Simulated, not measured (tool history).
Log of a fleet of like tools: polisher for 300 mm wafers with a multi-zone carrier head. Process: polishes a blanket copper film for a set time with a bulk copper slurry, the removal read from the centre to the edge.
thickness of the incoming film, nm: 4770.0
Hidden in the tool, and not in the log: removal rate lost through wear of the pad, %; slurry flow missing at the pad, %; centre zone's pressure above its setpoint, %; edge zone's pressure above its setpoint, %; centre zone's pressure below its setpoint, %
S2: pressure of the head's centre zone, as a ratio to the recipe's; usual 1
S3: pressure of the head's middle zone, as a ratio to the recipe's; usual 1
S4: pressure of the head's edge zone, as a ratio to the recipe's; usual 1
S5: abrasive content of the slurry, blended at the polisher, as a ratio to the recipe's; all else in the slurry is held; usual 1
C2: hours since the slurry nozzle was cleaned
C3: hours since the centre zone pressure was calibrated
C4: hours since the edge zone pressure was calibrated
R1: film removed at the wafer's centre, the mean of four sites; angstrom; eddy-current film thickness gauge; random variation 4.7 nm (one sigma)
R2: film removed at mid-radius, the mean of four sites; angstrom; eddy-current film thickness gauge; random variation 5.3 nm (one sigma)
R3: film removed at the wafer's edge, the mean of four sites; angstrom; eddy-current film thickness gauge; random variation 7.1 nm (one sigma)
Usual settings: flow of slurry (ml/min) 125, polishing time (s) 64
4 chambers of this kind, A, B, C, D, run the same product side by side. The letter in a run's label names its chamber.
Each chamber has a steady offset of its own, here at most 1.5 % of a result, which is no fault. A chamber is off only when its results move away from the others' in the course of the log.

-- hour=6.2 chamber D: worn pad replaced by a new one
run 1A hour=7.1 | flow_of_slurry_(ml/min)=125 S2=1 S3=1 S4=1 S5=1 polishing_time_(s)=64 | wafers_polished_on_this_pad=364 C2=168.6 C3=306.7 C4=503.1 | R1=5538.6 R2=5508 R3=5539.3
run 2C hour=13 | flow_of_slurry_(ml/min)=125 S2=1 S3=1 S4=1 S5=1 polishing_time_(s)=64 | wafers_polished_on_this_pad=1424 C2=115 C3=925.8 C4=336 | R1=5515.7 R2=5582.4 R3=5528.1
-- hour=17.2 chamber C: worn pad replaced by a new one
-- hour=18.7 chamber B: slurry nozzle cleaned
run 3B hour=19.3 | flow_of_slurry_(ml/min)=125 S2=1 S3=1 S4=1 S5=1 polishing_time_(s)=64 | wafers_polished_on_this_pad=339 C2=0.7 C3=383 C4=729.9 | R1=5546.7 R2=5489.9 R3=5496.7
run 4D hour=24.2 | flow_of_slurry_(ml/min)=125 S2=1 S3=1 S4=1 S5=1 polishing_time_(s)=64 | wafers_polished_on_this_pad=244 C2=145.7 C3=410.7 C4=361.7 | R1=5389.4 R2=5531.9 R3=5424.4
-- hour=25.9 chamber C: edge zone pressure recalibrated
-- hour=27.8 chamber A: worn pad replaced by a new one
run 5B hour=30.3 | flow_of_slurry_(ml/min)=125 S2=1 S3=1 S4=1 S5=1 polishing_time_(s)=64 | wafers_polished_on_this_pad=488 C2=11.7 C3=394 C4=740.9 | R1=5539.9 R2=5565.9 R3=5510.2
run 6A hour=35.8 | flow_of_slurry_(ml/min)=125 S2=1 S3=1 S4=1 S5=1 polishing_time_(s)=64 | wafers_polished_on_this_pad=108 C2=197.3 C3=335.4 C4=531.8 | R1=5422 R2=5590.7 R3=5571.5
-- hour=38.4 chamber B: worn pad replaced by a new one
run 7D hour=41.6 | flow_of_slurry_(ml/min)=125 S2=1 S3=1 S4=1 S5=1 polishing_time_(s)=64 | wafers_polished_on_this_pad=479 C2=163.1 C3=428.1 C4=379.1 | R1=5429.3 R2=5491.7 R3=5589.1
run 8C hour=49.5 | flow_of_slurry_(ml/min)=125 S2=1 S3=1 S4=1 S5=1 polishing_time_(s)=64 | wafers_polished_on_this_pad=438 C2=151.5 C3=962.3 C4=23.6 | R1=5520.1 R2=5664.2 R3=5565.3
run 9A hour=56.8 | flow_of_slurry_(ml/min)=125 S2=1 S3=1 S4=1 S5=1 polishing_time_(s)=64 | wafers_polished_on_this_pad=393 C2=218.3 C3=356.4 C4=552.8 | R1=5522.8 R2=5484 R3=5510.1
-- hour=60.4 chamber D: edge zone pressure recalibrated
run 10D hour=64.4 | flow_of_slurry_(ml/min)=125 S2=1 S3=1 S4=1 S5=1 polishing_time_(s)=64 | wafers_polished_on_this_pad=788 C2=185.9 C3=450.9 C4=4.1 | R1=5474.3 R2=5418.8 R3=5425.3
-- hour=65.2 chamber D: worn pad replaced by a new one
run 11C hour=70.4 | flow_of_slurry_(ml/min)=125 S2=1 S3=1 S4=1 S5=1 polishing_time_(s)=64 | wafers_polished_on_this_pad=721 C2=172.4 C3=983.2 C4=44.5 | R1=5506.1 R2=5566.1 R3=5503.8
-- hour=70.7 chamber A: worn pad replaced by a new one
run 12B hour=75.3 | flow_of_slurry_(ml/min)=125 S2=1 S3=1 S4=1 S5=1 polishing_time_(s)=64 | wafers_polished_on_this_pad=500 C2=56.7 C3=439 C4=785.9 | R1=5571.9 R2=5606.9 R3=5600.6
-- hour=81.1 chamber C: centre zone pressure recalibrated
run 13A hour=81.8 | flow_of_slurry_(ml/min)=125 S2=1 S3=1 S4=1 S5=1 polishing_time_(s)=64 | wafers_polished_on_this_pad=151 C2=243.3 C3=381.4 C4=577.8 | R1=5498.9 R2=5463.5 R3=5491.4
-- hour=82.6 chamber B: worn pad replaced by a new one
run 14B hour=87.9 | flow_of_slurry_(ml/min)=125 S2=1 S3=1 S4=1 S5=1 polishing_time_(s)=64 | wafers_polished_on_this_pad=72 C2=69.3 C3=451.6 C4=798.5 | R1=5442.3 R2=5504 R3=5525.6
run 15C hour=97.6 | flow_of_slurry_(ml/min)=125 S2=1 S3=1 S4=1 S5=1 polishing_time_(s)=64 | wafers_polished_on_this_pad=1089 C2=199.6 C3=16.5 C4=71.7 | R1=6017.9 R2=5484.2 R3=5464.6
run 16D hour=102.3 | flow_of_slurry_(ml/min)=90 S2=1 S3=1 S4=1 S5=1 polishing_time_(s)=64 | wafers_polished_on_this_pad=502 C2=223.8 C3=488.8 C4=42 | R1=4935.2 R2=5079.7 R3=5106.4
-- hour=106.4 chamber A: edge zone pressure recalibrated
run 17A hour=110 | flow_of_slurry_(ml/min)=90 S2=1 S3=1 S4=1 S5=1 polishing_time_(s)=64 | wafers_polished_on_this_pad=533 C2=271.5 C3=409.6 C4=3.7 | R1=4974.5 R2=5034.2 R3=5110
-- hour=111.2 chamber A: worn pad replaced by a new one
run 18B hour=115.8 | flow_of_slurry_(ml/min)=90 S2=1 S3=1 S4=1 S5=1 polishing_time_(s)=64 | wafers_polished_on_this_pad=450 C2=97.2 C3=479.5 C4=826.4 | R1=4926.5 R2=5074.1 R3=5149.8
run 19C hour=122.9 | flow_of_slurry_(ml/min)=90 S2=1 S3=1 S4=1 S5=1 polishing_time_(s)=64 | wafers_polished_on_this_pad=1431 C2=224.9 C3=41.8 C4=97 | R1=5418.2 R2=5020.4 R3=5212.3
-- hour=124.8 chamber D: worn pad replaced by a new one
-- hour=129.3 chamber B: worn pad replaced by a new one
run 20D hour=131.6 | flow_of_slurry_(ml/min)=125 S2=1 S3=1 S4=1 S5=1 polishing_time_(s)=64 | wafers_polished_on_this_pad=92 C2=253.1 C3=518.1 C4=71.3 | R1=5387.8 R2=5524.2 R3=5482.2
-- hour=133.9 chamber C: worn pad replaced by a new one
run 21D hour=140.7 | flow_of_slurry_(ml/min)=140 S2=1 S3=1 S4=1 S5=1 polishing_time_(s)=64 | wafers_polished_on_this_pad=216 C2=262.2 C3=527.2 C4=80.4 | R1=5647.6 R2=5620.9 R3=5494.1
run 22B hour=147.5 | flow_of_slurry_(ml/min)=140 S2=1 S3=1 S4=1 S5=1 polishing_time_(s)=64 | wafers_polished_on_this_pad=247 C2=128.9 C3=511.2 C4=858.1 | R1=5630.8 R2=5728.7 R3=5576.8
-- hour=148.8 chamber A: worn pad replaced by a new one
run 23A hour=157.2 | flow_of_slurry_(ml/min)=140 S2=1 S3=1 S4=1 S5=1 polishing_time_(s)=64 | wafers_polished_on_this_pad=113 C2=318.7 C3=456.8 C4=50.9 | R1=5659.1 R2=5688.3 R3=5659.7
run 24C hour=166.5 | flow_of_slurry_(ml/min)=140 S2=1 S3=1 S4=1 S5=1 polishing_time_(s)=64 | wafers_polished_on_this_pad=441 C2=268.5 C3=85.4 C4=140.6 | R1=6244.4 R2=5667.1 R3=5695.3
-- hour=167.2 chamber A: centre zone pressure recalibrated
-- hour=172.4 chamber B: worn pad replaced by a new one
run 25A hour=173.4 | flow_of_slurry_(ml/min)=125 S2=1 S3=1 S4=1 S5=1 polishing_time_(s)=64 | wafers_polished_on_this_pad=333 C2=334.9 C3=6.3 C4=67.1 | R1=5485.3 R2=5530.4 R3=5609.2
run 26B hour=180 | flow_of_slurry_(ml/min)=125 S2=1 S3=1 S4=1 S5=1 polishing_time_(s)=64 | wafers_polished_on_this_pad=103 C2=161.4 C3=543.7 C4=890.6 | R1=5559.8 R2=5445.9 R3=5530.7
-- hour=186 chamber D: worn pad replaced by a new one
run 27D hour=186.8 | flow_of_slurry_(ml/min)=125 S2=1 S3=1 S4=1.04 S5=1 polishing_time_(s)=64 | wafers_polished_on_this_pad=11 C2=308.3 C3=573.3 C4=126.5 | R1=5348.8 R2=5560.5 R3=5592
-- hour=190.3 chamber A: slurry nozzle cleaned
-- hour=190.6 chamber A: worn pad replaced by a new one
run 28C hour=195.7 | flow_of_slurry_(ml/min)=125 S2=1 S3=1 S4=1.04 S5=1 polishing_time_(s)=64 | wafers_polished_on_this_pad=837 C2=297.7 C3=114.6 C4=169.8 | R1=5928.5 R2=5683.1 R3=5762.1
run 29C hour=200.6 | flow_of_slurry_(ml/min)=125 S2=1 S3=1 S4=1.04 S5=1 polishing_time_(s)=64 | wafers_polished_on_this_pad=903 C2=302.6 C3=119.5 C4=174.7 | R1=6024.1 R2=5601.7 R3=5677.1
run 30A hour=205.2 | flow_of_slurry_(ml/min)=125 S2=1 S3=1 S4=1.04 S5=1 polishing_time_(s)=64 | wafers_polished_on_this_pad=198 C2=14.9 C3=38.1 C4=98.9 | R1=5554.6 R2=5528.9 R3=5718.8
run 31B hour=211.8 | flow_of_slurry_(ml/min)=125 S2=1 S3=1 S4=1 S5=1 polishing_time_(s)=76 | wafers_polished_on_this_pad=534 C2=193.2 C3=575.5 C4=922.4 | R1=6617.8 R2=6517.3 R3=6565.9

What goes on in this fleet: one chamber off, a drifting gauge, or nothing beyond the chambers' own small offsets? Name the chamber and the cause, if any.

A service left chamber C off against the others.
Cause: centre zone's pressure above its setpoint, % = 8.53.

Here are 4 candidates for chamber C's next run, each the usual settings with a change, their results left as question marks. Which one brings its results back in line with what the others give on the usual settings?
In line means no further than this from the other chambers' mean on the usual settings: R1 160 angstrom; R2 180 angstrom; R3 250 angstrom
run 32C-1 hour=219.2 | flow_of_slurry_(ml/min)=115 S2=0.88 S3=1.01 S4=1.05 S5=1 polishing_time_(s)=63 | R1=? R2=? R3=?
run 32C-2 hour=219.2 | flow_of_slurry_(ml/min)=130 S2=1.07 S3=0.99 S4=0.97 S5=1 polishing_time_(s)=65 | R1=? R2=? R3=?
run 32C-3 hour=219.2 | flow_of_slurry_(ml/min)=135 S2=1.13 S3=0.99 S4=0.95 S5=1 polishing_time_(s)=65 | R1=? R2=? R3=?
run 32C-4 hour=219.2 | flow_of_slurry_(ml/min)=120 S2=0.93 S3=1 S4=1.03 S5=1 polishing_time_(s)=63 | R1=? R2=? R3=?

The other chambers' mean on the usual settings: R1 5478.2 angstrom; R2 5499.8 angstrom; R3 5511.7 angstrom
run=32C-1 R1=5092.7 R2=5444.3 R3=5522.1
run=32C-2 R1=6704.1 R2=5669.5 R3=5574.3
run=32C-3 R1=7173.2 R2=5714.5 R3=5546.1
run=32C-4 R1=5471.7 R2=5449.2 R3=5505.5
32C-4 brings the chamber back in line.
